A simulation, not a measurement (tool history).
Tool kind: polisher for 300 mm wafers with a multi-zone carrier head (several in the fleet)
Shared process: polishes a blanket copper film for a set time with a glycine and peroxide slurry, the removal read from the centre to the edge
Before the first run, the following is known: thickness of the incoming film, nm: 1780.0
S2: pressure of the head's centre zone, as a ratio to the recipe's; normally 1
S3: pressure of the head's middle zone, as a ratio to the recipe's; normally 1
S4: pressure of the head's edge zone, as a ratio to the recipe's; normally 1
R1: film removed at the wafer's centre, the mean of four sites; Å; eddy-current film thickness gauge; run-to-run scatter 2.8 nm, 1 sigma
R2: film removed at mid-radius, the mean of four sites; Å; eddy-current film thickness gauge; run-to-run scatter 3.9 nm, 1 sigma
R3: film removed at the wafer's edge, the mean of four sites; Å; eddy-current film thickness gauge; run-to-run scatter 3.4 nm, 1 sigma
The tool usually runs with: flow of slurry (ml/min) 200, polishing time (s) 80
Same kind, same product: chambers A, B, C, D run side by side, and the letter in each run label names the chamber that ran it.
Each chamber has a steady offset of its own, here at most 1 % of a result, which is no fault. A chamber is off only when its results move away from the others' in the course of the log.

run 1B hour=7.5 | flow_of_slurry_(ml/min)=200 S2=1 S3=1 S4=1 polishing_time_(s)=80 | R1=2996.8 R2=2978.9 R3=3050
run 2A hour=13.3 | flow_of_slurry_(ml/min)=200 S2=1 S3=1 S4=1 polishing_time_(s)=80 | R1=2960.7 R2=3071.6 R3=3000.2
run 3C hour=18.4 | flow_of_slurry_(ml/min)=200 S2=1 S3=1 S4=1 polishing_time_(s)=80 | R1=3022 R2=3006.9 R3=3080.4
run 4D hour=24.6 | flow_of_slurry_(ml/min)=200 S2=1 S3=1 S4=1 polishing_time_(s)=80 | R1=2958 R2=3012.6 R3=2950.5
run 5B hour=29.9 | flow_of_slurry_(ml/min)=200 S2=1 S3=1 S4=1 polishing_time_(s)=80 | R1=2987.2 R2=3005.9 R3=3032.8
run 6C hour=36.9 | flow_of_slurry_(ml/min)=200 S2=1 S3=1 S4=1 polishing_time_(s)=80 | R1=3035.7 R2=3096.4 R3=3012.7
run 7A hour=40.3 | flow_of_slurry_(ml/min)=200 S2=1 S3=1 S4=1 polishing_time_(s)=80 | R1=2928.2 R2=2967.8 R3=3024.4
run 8D hour=44.1 | flow_of_slurry_(ml/min)=200 S2=1 S3=1 S4=1 polishing_time_(s)=80 | R1=3008.2 R2=2967.7 R3=2977.9
run 9A hour=50.2 | flow_of_slurry_(ml/min)=200 S2=1 S3=1 S4=1 polishing_time_(s)=80 | R1=2951.7 R2=2962.6 R3=3028.2
run 10C hour=54.9 | flow_of_slurry_(ml/min)=200 S2=1 S3=1 S4=1 polishing_time_(s)=80 | R1=3014.4 R2=3064.4 R3=2991.7
run 11B hour=58.8 | flow_of_slurry_(ml/min)=200 S2=1 S3=1 S4=1 polishing_time_(s)=80 | R1=3013.5 R2=3097.6 R3=3012
run 12D hour=64.1 | flow_of_slurry_(ml/min)=200 S2=1 S3=0.94 S4=1 polishing_time_(s)=80 | R1=2911.2 R2=2771.8 R3=3030.9
-- hour=68 chamber B: worn pad replaced by a new one
run 13C hour=71.1 | flow_of_slurry_(ml/min)=200 S2=1 S3=0.94 S4=1 polishing_time_(s)=80 | R1=3024.8 R2=2882 R3=3041.6
-- hour=72.2 chamber C: worn pad replaced by a new one
run 14A hour=76.5 | flow_of_slurry_(ml/min)=200 S2=1 S3=0.94 S4=1 polishing_time_(s)=80 | R1=2991.7 R2=2887.7 R3=3006.1
run 15D hour=82.4 | flow_of_slurry_(ml/min)=200 S2=1 S3=0.94 S4=1 polishing_time_(s)=80 | R1=2960.6 R2=2811.1 R3=3045.5
run 16B hour=87.7 | flow_of_slurry_(ml/min)=200 S2=1 S3=1 S4=1 polishing_time_(s)=80 | R1=3032.3 R2=3007.2 R3=2967.5
-- hour=92.9 chamber D: worn pad replaced by a new one
run 17A hour=94.4 | flow_of_slurry_(ml/min)=200 S2=1 S3=1 S4=1 polishing_time_(s)=80 | R1=3014.4 R2=3030.2 R3=3038.1
run 18C hour=100.6 | flow_of_slurry_(ml/min)=200 S2=1 S3=1 S4=1 polishing_time_(s)=80 | R1=3041 R2=3076.3 R3=3035.7
run 19D hour=103.9 | flow_of_slurry_(ml/min)=200 S2=1 S3=0.91 S4=1 polishing_time_(s)=80 | R1=3013.9 R2=2765.3 R3=2983.6
-- hour=109.1 chamber A: worn pad replaced by a new one
run 20B hour=109.1 | flow_of_slurry_(ml/min)=200 S2=1 S3=0.91 S4=1 polishing_time_(s)=80 | R1=2938.7 R2=2750.9 R3=3000.7
run 21A hour=116.2 | flow_of_slurry_(ml/min)=200 S2=1 S3=0.91 S4=1 polishing_time_(s)=80 | R1=2970.9 R2=2797.6 R3=3008.1
run 22D hour=121.2 | flow_of_slurry_(ml/min)=200 S2=1 S3=0.91 S4=1 polishing_time_(s)=80 | R1=2947.7 R2=2707.1 R3=3066.8
run 23B hour=127 | flow_of_slurry_(ml/min)=200 S2=1 S3=1 S4=0.91 polishing_time_(s)=55 | R1=2020.5 R2=2017.2 R3=1935
run 24C hour=133.1 | flow_of_slurry_(ml/min)=200 S2=1 S3=1 S4=0.91 polishing_time_(s)=55 | R1=2069.9 R2=2066.7 R3=1960.8
run 25A hour=138.3 | flow_of_slurry_(ml/min)=200 S2=1 S3=1 S4=0.91 polishing_time_(s)=55 | R1=2051.5 R2=2043.7 R3=1962.6
run 26D hour=141.9 | flow_of_slurry_(ml/min)=200 S2=1 S3=1 S4=0.91 polishing_time_(s)=55 | R1=2024.2 R2=2038.3 R3=1972.7
run 27B hour=149.3 | flow_of_slurry_(ml/min)=200 S2=1 S3=1 S4=1 polishing_time_(s)=80 | R1=2876.9 R2=2952.4 R3=3011.8
run 28C hour=155.2 | flow_of_slurry_(ml/min)=200 S2=1 S3=1 S4=1 polishing_time_(s)=80 | R1=3046.7 R2=2984.7 R3=3048.5
run 29C hour=160.9 | flow_of_slurry_(ml/min)=200 S2=1 S3=1 S4=1 polishing_time_(s)=80 | R1=3050.9 R2=3034 R3=2992.4
-- hour=166 chamber D: slurry nozzle cleaned
run 30D hour=166.8 | flow_of_slurry_(ml/min)=200 S2=1 S3=1 S4=1 polishing_time_(s)=80 | R1=2961.4 R2=3000.9 R3=3053.3
run 31B hour=170.7 | flow_of_slurry_(ml/min)=200 S2=1 S3=1 S4=1 polishing_time_(s)=80 | R1=2869.8 R2=2873.2 R3=2874.6
run 32A hour=174.9 | flow_of_slurry_(ml/min)=200 S2=1 S3=1 S4=1 polishing_time_(s)=80 | R1=2937.6 R2=2982.7 R3=3054.7
-- hour=175.6 chamber D: centre zone pressure recalibrated
run 33A hour=180.7 | flow_of_slurry_(ml/min)=200 S2=1 S3=1 S4=1 polishing_time_(s)=80 | R1=2961.4 R2=3093.5 R3=3037.1
-- hour=184.6 chamber C: worn pad replaced by a new one
run 34C hour=185.7 | flow_of_slurry_(ml/min)=200 S2=1 S3=1 S4=1 polishing_time_(s)=80 | R1=3090.4 R2=3019.9 R3=3003
run 35D hour=190.5 | flow_of_slurry_(ml/min)=200 S2=1 S3=1 S4=1 polishing_time_(s)=80 | R1=2907.3 R2=3010.5 R3=3046.1
-- hour=193.3 chamber B: worn pad replaced by a new one
run 36B hour=195.2 | flow_of_slurry_(ml/min)=200 S2=1 S3=1 S4=1 polishing_time_(s)=80 | R1=2805.5 R2=2808.8 R3=2888.7
run 37A hour=201.3 | flow_of_slurry_(ml/min)=200 S2=1 S3=1 S4=1 polishing_time_(s)=80 | R1=3023.6 R2=2936.3 R3=3056
run 38D hour=204.6 | flow_of_slurry_(ml/min)=200 S2=1 S3=1 S4=1 polishing_time_(s)=80 | R1=2980 R2=3003.4 R3=3017.1
run 39B hour=211 | flow_of_slurry_(ml/min)=200 S2=1 S3=1 S4=1 polishing_time_(s)=80 | R1=2809.1 R2=2895.7 R3=2846.1

One chamber off, gauge drift, or nothing amiss beyond the chambers' own small offsets? If it is a chamber, which one, and what is the likeliest cause?

It is chamber B that slowly wanders off from its peers.
Likeliest cause: slurry flow missing at the pad, % = 32.9.

Which of the 4 candidates below, each the usual settings with something changed and its results left as question marks, puts chamber B back in line with what the other chambers give on the usual settings?
Allowed miss from the other chambers' usual-settings mean, per result, to count as in line: R1 96 Å; R2 140 Å; R3 120 Å
run 40B-1 hour=216.4 | flow_of_slurry_(ml/min)=195 S2=0.99 S3=1 S4=1 polishing_time_(s)=75 | R1=? R2=? R3=?
run 40B-2 hour=216.4 | flow_of_slurry_(ml/min)=205 S2=1.01 S3=1 S4=1 polishing_time_(s)=85 | R1=? R2=? R3=?
run 40B-3 hour=216.4 | flow_of_slurry_(ml/min)=200 S2=1 S3=1 S4=1 polishing_time_(s)=79 | R1=? R2=? R3=?
run 40B-4 hour=216.4 | flow_of_slurry_(ml/min)=200 S2=1 S3=1 S4=1 polishing_time_(s)=81 | R1=? R2=? R3=?

On the usual settings, the other chambers give on average: R1 3002.7 Å; R2 3007.3 Å; R3 3024.3 Å
run=40B-1 R1=2572.6 R2=2626.8 R3=2646
run=40B-2 R1=3017.7 R2=3008.7 R3=3021.6
run=40B-3 R1=2757.4 R2=2781.9 R3=2797.9
run=40B-4 R1=2827.2 R2=2852.4 R3=2868.8
40B-2 is the one that brings the chamber's results back in line with the other chambers.
